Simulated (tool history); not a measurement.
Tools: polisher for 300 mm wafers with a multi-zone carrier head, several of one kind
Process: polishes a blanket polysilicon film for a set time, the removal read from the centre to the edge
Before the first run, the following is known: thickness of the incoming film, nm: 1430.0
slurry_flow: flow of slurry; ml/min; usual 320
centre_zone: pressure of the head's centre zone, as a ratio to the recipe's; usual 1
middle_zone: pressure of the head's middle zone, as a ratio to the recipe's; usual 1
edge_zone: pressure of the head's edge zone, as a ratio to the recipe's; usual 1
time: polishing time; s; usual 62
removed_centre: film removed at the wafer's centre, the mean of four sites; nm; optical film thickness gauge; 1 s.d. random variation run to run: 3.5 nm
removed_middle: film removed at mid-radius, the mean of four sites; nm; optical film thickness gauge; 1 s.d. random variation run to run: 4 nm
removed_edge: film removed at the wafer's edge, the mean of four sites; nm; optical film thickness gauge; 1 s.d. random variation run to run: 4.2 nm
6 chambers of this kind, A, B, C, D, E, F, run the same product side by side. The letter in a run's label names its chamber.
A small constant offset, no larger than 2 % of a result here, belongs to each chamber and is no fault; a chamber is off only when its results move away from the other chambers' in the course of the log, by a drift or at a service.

-- hour=0.8 chamber C: centre zone pressure recalibrated
run 1C hour=3.2 | slurry_flow=320 centre_zone=1 middle_zone=1 edge_zone=1 time=62 | removed_centre=500.26 removed_middle=496.61 removed_edge=496.3
run 2F hour=6.3 | slurry_flow=320 centre_zone=1 middle_zone=1 edge_zone=1 time=62 | removed_centre=500.53 removed_middle=499.06 removed_edge=491.01
run 3E hour=11.6 | slurry_flow=320 centre_zone=1 middle_zone=1 edge_zone=1 time=62 | removed_centre=494.9 removed_middle=494.94 removed_edge=497.93
run 4A hour=17.5 | slurry_flow=320 centre_zone=1 middle_zone=1 edge_zone=1 time=62 | removed_centre=493.41 removed_middle=498.09 removed_edge=497.12
-- hour=21.1 chamber F: worn pad replaced by a new one
run 5B hour=21.3 | slurry_flow=320 centre_zone=1.08 middle_zone=1 edge_zone=1 time=62 | removed_centre=532.27 removed_middle=504.5 removed_edge=496.17
run 6D hour=25.1 | slurry_flow=320 centre_zone=1.08 middle_zone=1 edge_zone=1 time=62 | removed_centre=538.54 removed_middle=512.47 removed_edge=494.13
run 7C hour=27.7 | slurry_flow=320 centre_zone=1.08 middle_zone=1 edge_zone=1 time=62 | removed_centre=538.08 removed_middle=501.78 removed_edge=501.12
run 8D hour=32.5 | slurry_flow=320 centre_zone=1.08 middle_zone=1 edge_zone=1 time=62 | removed_centre=528.33 removed_middle=503.2 removed_edge=499.97
run 9F hour=36.9 | slurry_flow=320 centre_zone=1.08 middle_zone=1 edge_zone=1 time=62 | removed_centre=540.49 removed_middle=495.3 removed_edge=500.37
run 10A hour=42.8 | slurry_flow=320 centre_zone=1.08 middle_zone=1 edge_zone=1 time=62 | removed_centre=538.29 removed_middle=493.44 removed_edge=490.57
-- hour=45.7 chamber D: worn pad replaced by a new one
run 11E hour=48 | slurry_flow=320 centre_zone=1 middle_zone=1 edge_zone=1 time=62 | removed_centre=490.29 removed_middle=492.02 removed_edge=490.72
-- hour=51.7 chamber B: edge zone pressure recalibrated
run 12B hour=52.7 | slurry_flow=320 centre_zone=1 middle_zone=1 edge_zone=1 time=62 | removed_centre=498.87 removed_middle=499.6 removed_edge=492.85
run 13F hour=56.9 | slurry_flow=320 centre_zone=1 middle_zone=1 edge_zone=0.89 time=62 | removed_centre=497.57 removed_middle=500.99 removed_edge=466.69
run 14B hour=60.3 | slurry_flow=320 centre_zone=1 middle_zone=1 edge_zone=0.89 time=62 | removed_centre=490.85 removed_middle=498.36 removed_edge=475.7
run 15C hour=65 | slurry_flow=320 centre_zone=1 middle_zone=1 edge_zone=0.89 time=62 | removed_centre=496.31 removed_middle=499.61 removed_edge=470.76
-- hour=68.7 chamber C: worn pad replaced by a new one
run 16A hour=68.7 | slurry_flow=320 centre_zone=1 middle_zone=1 edge_zone=0.89 time=62 | removed_centre=486.95 removed_middle=490.15 removed_edge=458.08
-- hour=71.4 chamber B: worn pad replaced by a new one
run 17D hour=72.6 | slurry_flow=320 centre_zone=1 middle_zone=1 edge_zone=0.89 time=62 | removed_centre=490.46 removed_middle=510.97 removed_edge=464.36
run 18E hour=77.8 | slurry_flow=320 centre_zone=1 middle_zone=1 edge_zone=0.89 time=62 | removed_centre=495.42 removed_middle=495.72 removed_edge=466.86
run 19C hour=80.9 | slurry_flow=320 centre_zone=1 middle_zone=1 edge_zone=1 time=62 | removed_centre=492.44 removed_middle=491.75 removed_edge=496.34
-- hour=83.4 chamber A: worn pad replaced by a new one
-- hour=83.7 chamber A: slurry nozzle cleaned
run 20D hour=83.8 | slurry_flow=320 centre_zone=1 middle_zone=1 edge_zone=1 time=62 | removed_centre=489.41 removed_middle=502.76 removed_edge=490.54
-- hour=86 chamber E: worn pad replaced by a new one
run 21A hour=89.5 | slurry_flow=320 centre_zone=1 middle_zone=1 edge_zone=1.1 time=62 | removed_centre=498.25 removed_middle=495.83 removed_edge=514.96
run 22E hour=93.3 | slurry_flow=320 centre_zone=1 middle_zone=1 edge_zone=1.1 time=62 | removed_centre=496.69 removed_middle=492.29 removed_edge=527.04
run 23F hour=96.5 | slurry_flow=320 centre_zone=1 middle_zone=1 edge_zone=1.1 time=62 | removed_centre=502.26 removed_middle=498.36 removed_edge=521.13
run 24B hour=101.7 | slurry_flow=320 centre_zone=1 middle_zone=1 edge_zone=1.1 time=62 | removed_centre=493.59 removed_middle=494.92 removed_edge=520.95
run 25E hour=106.6 | slurry_flow=320 centre_zone=1 middle_zone=1 edge_zone=1.1 time=62 | removed_centre=497.04 removed_middle=490.16 removed_edge=532.58
run 26D hour=111.1 | slurry_flow=320 centre_zone=1 middle_zone=1 edge_zone=1.1 time=62 | removed_centre=491.03 removed_middle=502.01 removed_edge=516.18
run 27B hour=115.7 | slurry_flow=320 centre_zone=1 middle_zone=1 edge_zone=1 time=62 | removed_centre=494.71 removed_middle=496.13 removed_edge=495.27
run 28F hour=120 | slurry_flow=320 centre_zone=1 middle_zone=1 edge_zone=1 time=62 | removed_centre=497.79 removed_middle=493.83 removed_edge=491.31
run 29C hour=123.9 | slurry_flow=320 centre_zone=1 middle_zone=1 edge_zone=1 time=62 | removed_centre=502.22 removed_middle=490.24 removed_edge=491.6
run 30A hour=127.4 | slurry_flow=320 centre_zone=1 middle_zone=1 edge_zone=1 time=62 | removed_centre=494.42 removed_middle=489.76 removed_edge=497.33
run 31D hour=131.1 | slurry_flow=320 centre_zone=1 middle_zone=1 edge_zone=1 time=62 | removed_centre=490.68 removed_middle=498.13 removed_edge=496.53
run 32C hour=135.7 | slurry_flow=390 centre_zone=1 middle_zone=1 edge_zone=1 time=53 | removed_centre=433.26 removed_middle=431.24 removed_edge=432.54
run 33E hour=139.7 | slurry_flow=390 centre_zone=1 middle_zone=1 edge_zone=1 time=53 | removed_centre=427.19 removed_middle=420.82 removed_edge=424.13
run 34A hour=145.6 | slurry_flow=390 centre_zone=1 middle_zone=1 edge_zone=1 time=53 | removed_centre=433.29 removed_middle=435.47 removed_edge=420.23
run 35F hour=151.4 | slurry_flow=390 centre_zone=1 middle_zone=1 edge_zone=1 time=53 | removed_centre=433.41 removed_middle=433.44 removed_edge=431.63
run 36B hour=154.4 | slurry_flow=390 centre_zone=1 middle_zone=1 edge_zone=1 time=53 | removed_centre=431.4 removed_middle=430.71 removed_edge=427.54
run 37B hour=159.7 | slurry_flow=390 centre_zone=1 middle_zone=1 edge_zone=1 time=53 | removed_centre=431.41 removed_middle=435.24 removed_edge=431.57
run 38C hour=163.4 | slurry_flow=320 centre_zone=1 middle_zone=1 edge_zone=1 time=62 | removed_centre=503.42 removed_middle=495.59 removed_edge=497.11

Read the log: is a single chamber off, either drifting away or since a service, is the gauge that measures every chamber drifting, or is nothing wrong beyond small per-chamber offsets? Name any odd chamber and what most likely caused it.

Neither any chamber nor the gauge drifts; the chambers differ only by their own small, steady offsets.
